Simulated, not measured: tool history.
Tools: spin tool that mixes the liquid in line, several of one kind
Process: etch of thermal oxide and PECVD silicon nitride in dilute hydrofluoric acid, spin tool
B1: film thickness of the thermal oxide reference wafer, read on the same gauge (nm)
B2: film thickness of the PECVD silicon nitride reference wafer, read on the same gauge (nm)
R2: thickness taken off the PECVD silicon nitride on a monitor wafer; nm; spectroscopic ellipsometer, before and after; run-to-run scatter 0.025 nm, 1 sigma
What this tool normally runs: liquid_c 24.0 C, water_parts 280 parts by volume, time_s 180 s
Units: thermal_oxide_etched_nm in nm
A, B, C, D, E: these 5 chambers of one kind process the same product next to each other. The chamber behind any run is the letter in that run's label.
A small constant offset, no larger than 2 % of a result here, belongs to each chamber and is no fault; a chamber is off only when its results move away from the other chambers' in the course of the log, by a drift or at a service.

{"run": "1B", "hour": 11.3, "liquid_c": 24.0, "water_parts": 280, "time_s": 180, "B1": 70.018, "B2": 140.04, "thermal_oxide_etched_nm": 2.4476, "R2": 1.9371}
{"run": "2A", "hour": 20.9, "liquid_c": 24.0, "water_parts": 280, "time_s": 180, "B1": 69.984, "B2": 139.98, "thermal_oxide_etched_nm": 2.5406, "R2": 1.9869}
{"run": "3E", "hour": 34.3, "liquid_c": 24.0, "water_parts": 280, "time_s": 180, "B1": 70.002, "B2": 140.02, "thermal_oxide_etched_nm": 2.5136, "R2": 1.9637}
{"run": "4D", "hour": 45.0, "liquid_c": 24.0, "water_parts": 280, "time_s": 180, "B1": 69.984, "B2": 139.97, "thermal_oxide_etched_nm": 2.5148, "R2": 1.9731}
{"hour": 49.1, "done": "chamber C: thermometer replaced"}
{"run": "5C", "hour": 57.0, "liquid_c": 24.0, "water_parts": 280, "time_s": 180, "B1": 69.998, "B2": 140.01, "thermal_oxide_etched_nm": 2.4232, "R2": 1.9296}
{"run": "6C", "hour": 69.2, "liquid_c": 24.0, "water_parts": 280, "time_s": 180, "B1": 69.983, "B2": 140.0, "thermal_oxide_etched_nm": 2.5015, "R2": 1.9575}
{"run": "7A", "hour": 77.2, "liquid_c": 24.0, "water_parts": 280, "time_s": 180, "B1": 69.995, "B2": 140.02, "thermal_oxide_etched_nm": 2.4529, "R2": 2.0008}
{"run": "8B", "hour": 86.4, "liquid_c": 24.0, "water_parts": 280, "time_s": 180, "B1": 70.01, "B2": 140.02, "thermal_oxide_etched_nm": 2.4938, "R2": 1.9823}
{"run": "9D", "hour": 93.2, "liquid_c": 24.0, "water_parts": 280, "time_s": 180, "B1": 69.997, "B2": 139.99, "thermal_oxide_etched_nm": 2.569, "R2": 2.0006}
{"run": "10E", "hour": 99.5, "liquid_c": 24.0, "water_parts": 280, "time_s": 180, "B1": 69.97, "B2": 139.99, "thermal_oxide_etched_nm": 2.5127, "R2": 1.969}
{"run": "11C", "hour": 112.4, "liquid_c": 24.0, "water_parts": 195, "time_s": 225, "B1": 70.004, "B2": 140.05, "thermal_oxide_etched_nm": 4.8173, "R2": 3.4884}
{"run": "12A", "hour": 125.6, "liquid_c": 24.0, "water_parts": 195, "time_s": 225, "B1": 70.01, "B2": 139.99, "thermal_oxide_etched_nm": 4.9037, "R2": 3.5829}
{"run": "13E", "hour": 136.8, "liquid_c": 24.0, "water_parts": 195, "time_s": 225, "B1": 69.96, "B2": 139.98, "thermal_oxide_etched_nm": 4.7234, "R2": 3.4964}
{"run": "14D", "hour": 149.4, "liquid_c": 24.0, "water_parts": 195, "time_s": 225, "B1": 70.027, "B2": 140.01, "thermal_oxide_etched_nm": 4.8673, "R2": 3.4312}
{"run": "15B", "hour": 156.5, "liquid_c": 24.0, "water_parts": 195, "time_s": 225, "B1": 69.989, "B2": 140.02, "thermal_oxide_etched_nm": 4.8353, "R2": 3.5516}
{"hour": 158.3, "done": "chamber B: thermometer replaced"}
{"run": "16A", "hour": 168.2, "liquid_c": 20.5, "water_parts": 360, "time_s": 180, "B1": 70.001, "B2": 140.01, "thermal_oxide_etched_nm": 1.5943, "R2": 1.2147}
{"run": "17C", "hour": 180.3, "liquid_c": 20.5, "water_parts": 360, "time_s": 180, "B1": 70.002, "B2": 139.99, "thermal_oxide_etched_nm": 1.5605, "R2": 1.2177}
{"run": "18D", "hour": 188.4, "liquid_c": 20.5, "water_parts": 360, "time_s": 180, "B1": 70.003, "B2": 140.02, "thermal_oxide_etched_nm": 1.6468, "R2": 1.2516}
{"run": "19E", "hour": 196.3, "liquid_c": 20.5, "water_parts": 360, "time_s": 180, "B1": 70.014, "B2": 139.99, "thermal_oxide_etched_nm": 1.5571, "R2": 1.2242}
{"run": "20B", "hour": 203.6, "liquid_c": 20.5, "water_parts": 360, "time_s": 180, "B1": 70.035, "B2": 140.02, "thermal_oxide_etched_nm": 1.5607, "R2": 1.2349}
{"run": "21B", "hour": 216.0, "liquid_c": 24.0, "water_parts": 280, "time_s": 180, "B1": 69.984, "B2": 140.02, "thermal_oxide_etched_nm": 2.415, "R2": 1.9471}
{"run": "22A", "hour": 228.5, "liquid_c": 24.0, "water_parts": 280, "time_s": 180, "B1": 69.999, "B2": 140.01, "thermal_oxide_etched_nm": 2.5566, "R2": 1.9958}
{"run": "23D", "hour": 236.8, "liquid_c": 24.0, "water_parts": 280, "time_s": 180, "B1": 69.996, "B2": 140.0, "thermal_oxide_etched_nm": 2.5464, "R2": 1.9566}
{"run": "24E", "hour": 244.0, "liquid_c": 24.0, "water_parts": 280, "time_s": 180, "B1": 70.0, "B2": 140.03, "thermal_oxide_etched_nm": 2.48, "R2": 1.953}
{"run": "25C", "hour": 251.7, "liquid_c": 24.0, "water_parts": 280, "time_s": 180, "B1": 69.992, "B2": 139.96, "thermal_oxide_etched_nm": 2.4734, "R2": 1.914}
{"run": "26D", "hour": 259.1, "liquid_c": 24.0, "water_parts": 280, "time_s": 180, "B1": 70.002, "B2": 140.03, "thermal_oxide_etched_nm": 2.5924, "R2": 1.9498}
{"run": "27E", "hour": 268.4, "liquid_c": 24.0, "water_parts": 280, "time_s": 180, "B1": 70.038, "B2": 140.01, "thermal_oxide_etched_nm": 2.4403, "R2": 1.9467}
{"run": "28A", "hour": 276.5, "liquid_c": 24.0, "water_parts": 280, "time_s": 180, "B1": 69.993, "B2": 140.04, "thermal_oxide_etched_nm": 2.4893, "R2": 1.935}
{"hour": 286.2, "done": "chamber A: thermometer replaced"}
{"run": "29B", "hour": 288.8, "liquid_c": 24.0, "water_parts": 280, "time_s": 180, "B1": 69.996, "B2": 140.0, "thermal_oxide_etched_nm": 2.443, "R2": 1.9636}
{"hour": 295.1, "done": "chamber A: hydrofluoric acid flow meter replaced"}
{"run": "30C", "hour": 299.8, "liquid_c": 24.0, "water_parts": 280, "time_s": 180, "B1": 69.993, "B2": 140.0, "thermal_oxide_etched_nm": 2.4853, "R2": 1.9579}
{"run": "31D", "hour": 312.0, "liquid_c": 24.0, "water_parts": 280, "time_s": 180, "B1": 69.985, "B2": 139.99, "thermal_oxide_etched_nm": 2.5658, "R2": 1.9714}
{"run": "32E", "hour": 325.8, "liquid_c": 24.0, "water_parts": 280, "time_s": 180, "B1": 69.996, "B2": 140.0, "thermal_oxide_etched_nm": 2.4446, "R2": 1.9739}
{"run": "33B", "hour": 338.2, "liquid_c": 27.0, "water_parts": 155, "time_s": 180, "B1": 69.996, "B2": 139.97, "thermal_oxide_etched_nm": 5.8228, "R2": 4.2184}
{"run": "34A", "hour": 344.9, "liquid_c": 27.0, "water_parts": 155, "time_s": 180, "B1": 70.007, "B2": 139.98, "thermal_oxide_etched_nm": 5.8312, "R2": 4.3492}

Each of the 5 chambers runs these same settings next. Fill in every chamber's results:
{"run": "35A", "hour": 354.9, "liquid_c": 24.0, "water_parts": 335, "time_s": 180, "thermal_oxide_etched_nm": "?", "R2": "?"}
{"run": "35B", "hour": 354.9, "liquid_c": 24.0, "water_parts": 335, "time_s": 180, "thermal_oxide_etched_nm": "?", "R2": "?"}
{"run": "35C", "hour": 354.9, "liquid_c": 24.0, "water_parts": 335, "time_s": 180, "thermal_oxide_etched_nm": "?", "R2": "?"}
{"run": "35D", "hour": 354.9, "liquid_c": 24.0, "water_parts": 335, "time_s": 180, "thermal_oxide_etched_nm": "?", "R2": "?"}
{"run": "35E", "hour": 354.9, "liquid_c": 24.0, "water_parts": 335, "time_s": 180, "thermal_oxide_etched_nm": "?", "R2": "?"}

run=35A thermal_oxide_etched_nm=1.9564 R2=1.6828
run=35B thermal_oxide_etched_nm=1.9647 R2=1.6711
run=35C thermal_oxide_etched_nm=1.9125 R2=1.6297
run=35D thermal_oxide_etched_nm=2.0311 R2=1.6773
run=35E thermal_oxide_etched_nm=1.9421 R2=1.6400
